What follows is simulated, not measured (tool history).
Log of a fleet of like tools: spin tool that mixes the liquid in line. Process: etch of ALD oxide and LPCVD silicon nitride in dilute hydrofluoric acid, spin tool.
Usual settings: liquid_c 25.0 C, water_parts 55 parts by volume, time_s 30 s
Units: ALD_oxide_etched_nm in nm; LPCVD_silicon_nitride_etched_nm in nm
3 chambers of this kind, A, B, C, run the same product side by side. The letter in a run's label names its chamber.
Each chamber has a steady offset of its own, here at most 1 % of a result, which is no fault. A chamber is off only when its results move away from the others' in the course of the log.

run	day	liquid_c	water_parts	time_s	hours since the thermometer was replaced	hours since the hydrofluoric acid flow meter was replaced	read-back film thickness of the ALD oxide reference wafer, read on the same gauge (nm)	read-back film thickness of the LPCVD silicon nitride reference wafer, read on the same gauge (nm)	ALD_oxide_etched_nm	LPCVD_silicon_nitride_etched_nm
1C	0.221	25.0	55	30	759.5	1591.2	100.020	109.92	13.7070	0.28154
2B	0.696	25.0	55	30	730.1	417.3	100.000	110.02	13.6850	0.31023
3A	1.033	25.0	55	30	222.1	285.8	100.000	109.99	13.7000	0.30696
4B	1.400	25.0	55	30	747.0	434.2	100.020	109.96	13.7200	0.33380
5C	1.633	25.0	55	30	793.4	1625.1	99.966	110.04	13.7470	0.35538
6A	2.021	21.0	80	30	245.8	309.5	99.977	109.94	7.7329	0.17093
7A	2.375	21.0	80	30	254.3	318.0	99.975	109.97	7.7395	0.15181
8C	2.754	21.0	80	30	820.3	1652.0	99.968	110.01	7.7470	0.16802
9B	3.183	25.0	55	30	789.8	477.0	100.010	110.03	13.7250	0.29991
10B	3.488	30.0	55	40	797.1	484.3	99.999	109.97	22.3080	0.64677
11C	3.729	30.0	55	40	843.7	1675.4	100.030	109.95	22.3190	0.60886
12A	4.033	30.0	55	40	294.1	357.8	100.020	109.96	22.4240	0.58697
13C	4.312	25.0	55	30	857.7	1689.4	99.995	110.00	13.7280	0.30258
14A	4.696	21.0	55	30	310.0	373.7	99.979	109.95	11.6290	0.24719
# day 4.800: chamber C: hydrofluoric acid flow meter replaced
15B	5.000	21.0	55	30	833.4	520.6	99.958	109.98	11.7340	0.25192
# day 5.050: chamber B: hydrofluoric acid flow meter replaced
16A	5.304	21.0	55	30	324.6	388.3	99.984	110.05	11.5810	0.25282
17B	5.625	25.0	55	30	848.4	13.9	99.970	110.00	13.8610	0.30792
18C	6.021	25.0	55	30	898.7	29.3	100.000	109.95	13.8800	0.25609
19A	6.462	25.0	35	20	352.4	416.1	100.000	110.01	14.7850	0.27337
20B	6.958	25.0	35	20	880.4	45.9	100.040	109.98	14.8960	0.29276
21C	7.175	25.0	35	20	926.4	57.0	99.987	110.01	14.8260	0.35964
22C	7.450	25.0	55	30	933.0	63.6	99.974	110.00	13.8370	0.28503
# day 7.779: chamber B: thermometer replaced
23A	7.867	25.0	55	30	386.1	449.8	100.060	110.00	13.5980	0.30045
24B	8.238	25.0	55	30	11.1	76.6	99.993	109.99	13.7710	0.28867
25C	8.729	25.0	55	30	963.7	94.3	99.944	110.04	13.7480	0.25621
26B	8.971	25.0	55	30	28.7	94.2	100.000	110.01	13.7350	0.28596
27A	9.462	25.0	55	30	424.4	488.1	100.010	109.98	13.6280	0.33981
28B	9.725	25.0	55	30	46.8	112.3	99.974	110.01	13.8090	0.30683
29C	10.108	25.0	55	30	996.8	127.4	100.020	109.98	13.7830	0.27773
30A	10.571	25.0	55	30	451.0	514.7	99.988	110.03	13.6190	0.26682
31A	11.017	25.0	55	30	461.7	525.4	100.010	110.03	13.6430	0.28018
32B	11.396	28.5	65	30	86.9	152.4	99.937	109.99	13.2050	0.35408
33C	11.650	28.5	65	30	1033.8	164.4	99.991	110.02	13.2230	0.33438
34C	11.971	28.5	65	30	1041.5	172.1	99.995	109.96	13.1760	0.32843
35B	12.462	25.0	55	30	112.5	178.0	100.030	110.03	13.7150	0.24969
36A	12.871	28.0	80	30	506.2	569.9	99.988	110.00	10.2970	0.22453
37C	13.200	28.0	80	30	1071.0	201.6	99.986	110.03	10.3240	0.25087
38B	13.571	28.0	80	30	139.1	204.6	100.000	109.97	10.3560	0.27674

All 3 chambers run these settings next. Forecast each chamber's results:
39A	13.933	25.0	55	30					?	?
39B	13.933	25.0	55	30					?	?
39C	13.933	25.0	55	30					?	?

run	ALD_oxide_etched_nm	LPCVD_silicon_nitride_etched_nm
39A	13.6460	0.26691
39B	13.7520	0.33016
39C	13.7030	0.30353

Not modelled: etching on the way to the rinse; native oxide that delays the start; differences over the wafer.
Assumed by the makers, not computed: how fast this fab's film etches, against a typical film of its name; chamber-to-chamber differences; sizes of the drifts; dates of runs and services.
